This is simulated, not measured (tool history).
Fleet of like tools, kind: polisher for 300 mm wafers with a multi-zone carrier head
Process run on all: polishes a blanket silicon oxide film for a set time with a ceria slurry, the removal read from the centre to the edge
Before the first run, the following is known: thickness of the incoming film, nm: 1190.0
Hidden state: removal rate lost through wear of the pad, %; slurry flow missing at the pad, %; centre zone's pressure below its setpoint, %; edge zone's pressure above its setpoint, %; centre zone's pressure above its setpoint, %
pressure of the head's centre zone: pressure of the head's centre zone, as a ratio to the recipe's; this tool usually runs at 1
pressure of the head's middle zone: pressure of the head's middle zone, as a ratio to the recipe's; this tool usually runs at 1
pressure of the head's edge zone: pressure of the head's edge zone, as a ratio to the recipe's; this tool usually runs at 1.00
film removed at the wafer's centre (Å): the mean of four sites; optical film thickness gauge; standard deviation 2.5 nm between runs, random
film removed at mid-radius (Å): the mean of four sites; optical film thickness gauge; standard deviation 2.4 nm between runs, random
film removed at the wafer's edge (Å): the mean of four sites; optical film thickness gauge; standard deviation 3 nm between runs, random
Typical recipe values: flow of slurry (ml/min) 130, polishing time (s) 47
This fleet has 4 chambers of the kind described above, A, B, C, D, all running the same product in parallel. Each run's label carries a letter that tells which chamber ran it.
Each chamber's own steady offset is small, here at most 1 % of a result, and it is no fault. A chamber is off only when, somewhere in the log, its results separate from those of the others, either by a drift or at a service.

run,hour,flow of slurry (ml/min),pressure of the head's centre zone,pressure of the head's middle zone,pressure of the head's edge zone,polishing time (s),wafers polished on this pad,hours since the slurry nozzle was cleaned,hours since the centre zone pressure was calibrated,hours since the edge zone pressure was calibrated,film removed at the wafer's centre (Å),film removed at mid-radius (Å),film removed at the wafer's edge (Å)
1D,5.0,130,1,1,1.00,47,388,73.6,64.3,258.1,2572.2,2612.2,2567.9
2A,11.0,130,1,1,1.00,47,172,217.1,623.5,1014.7,2600.4,2575.3,2581.3
3B,17.7,130,1,1,1.00,47,524,31.9,1014.8,552.0,2593.9,2631.4,2585.3
# hour 20.8: chamber D: worn pad replaced by a new one
4C,24.9,130,1,1,1.00,47,1224,269.3,401.4,107.4,2660.0,2668.6,2642.0
# hour 29.2: chamber C: worn pad replaced by a new one
5B,32.8,130,1,1,1.00,47,710,47.0,1029.9,567.1,2604.6,2634.8,2627.7
# hour 36.9: chamber B: worn pad replaced by a new one
6D,38.7,130,1,1,1.00,47,221,107.3,98.0,291.8,2612.5,2616.6,2608.7
7A,46.1,130,1,1,1.00,47,606,252.2,658.6,1049.8,2633.4,2627.1,2652.0
8C,50.2,130,1,1,0.94,35,259,294.6,426.7,132.7,1973.2,1937.7,1875.2
9B,56.9,130,1,1,0.94,35,248,71.1,1054.0,591.2,1934.8,1942.1,1902.1
# hour 58.6: chamber A: worn pad replaced by a new one
10C,62.0,130,1,1,0.94,35,405,306.4,438.5,144.5,1983.5,1919.3,1887.3
# hour 66.1: chamber B: edge zone pressure recalibrated
11A,67.5,130,1,1,0.94,35,109,273.6,680.0,1071.2,1928.7,1949.2,1876.0
12D,71.5,130,1,1,1.00,47,626,140.1,130.8,324.6,2622.5,2588.1,2632.6
13A,79.2,130,1,1,1.00,47,254,285.3,691.7,1082.9,2628.4,2612.9,2638.3
# hour 79.7: chamber D: worn pad replaced by a new one
# hour 83.6: chamber B: centre zone pressure recalibrated
# hour 83.7: chamber A: centre zone pressure recalibrated
14B,84.0,130,1,1,1.00,47,582,98.2,0.5,17.9,2609.2,2604.8,2650.6
15D,88.6,130,1,1,1.00,47,109,157.2,147.9,341.7,2635.3,2601.9,2648.8
16C,93.9,130,1,1,1.00,47,799,338.3,470.4,176.4,2678.8,2620.1,2633.1
# hour 97.4: chamber B: worn pad replaced by a new one
# hour 97.5: chamber C: slurry nozzle cleaned
17A,98.4,130,1,1,1.00,47,491,304.5,14.8,1102.1,2373.4,2653.6,2606.7
18B,102.3,130,1,1,1.00,47,61,116.5,18.8,36.2,2613.9,2619.7,2575.2
19D,106.7,150,1,1,1.00,47,333,175.3,166.0,359.8,2715.6,2703.2,2669.2
# hour 112.2: chamber A: slurry nozzle cleaned
20C,114.3,150,1,1,1.00,47,1051,16.9,490.8,196.8,2728.7,2683.9,2701.2
21B,122.3,150,1,1,1.00,47,308,136.5,38.8,56.2,2694.3,2690.0,2702.4
22C,127.0,150,1,1,1.00,47,1207,29.6,503.5,209.5,2762.3,2663.5,2662.8
# hour 131.1: chamber D: worn pad replaced by a new one
23A,131.9,130,1,1,1.00,47,905,19.7,48.3,1135.6,2382.7,2632.7,2661.8
# hour 133.7: chamber A: worn pad replaced by a new one
24D,136.4,130,1,1,1.00,37,65,205.0,195.7,389.5,2060.9,2037.3,2048.7
25B,144.2,130,1,1,1.00,37,578,158.4,60.7,78.1,2059.6,2042.6,2101.2
# hour 147.9: chamber C: worn pad replaced by a new one
# hour 148.2: chamber B: worn pad replaced by a new one
26C,151.5,130,1,1,1.00,37,45,54.1,528.0,234.0,2095.0,2069.9,2043.1
27D,154.9,130,1,1,1.00,37,294,223.5,214.2,408.0,2063.7,2047.9,2015.9
28A,162.0,130,1,1,1.00,47,349,49.8,78.4,1165.7,2373.6,2616.1,2636.0
29B,166.6,130,1,1,1.00,47,227,180.8,83.1,100.5,2556.3,2615.1,2667.2
30C,171.7,130,1,1,1.00,47,294,74.3,548.2,254.2,2611.0,2584.2,2678.1

Next, every chamber runs the same settings. What will each give?
31A,177.4,130,1,1,1.00,39,,,,,?,?,?
31B,177.4,130,1,1,1.00,39,,,,,?,?,?
31C,177.4,130,1,1,1.00,39,,,,,?,?,?
31D,177.4,130,1,1,1.00,39,,,,,?,?,?

run,film removed at the wafer's centre (Å),film removed at mid-radius (Å),film removed at the wafer's edge (Å)
31A,1955.2,2183.4,2183.1
31B,2200.3,2164.8,2185.2
31C,2172.8,2163.4,2212.3
31D,2170.5,2157.6,2195.8
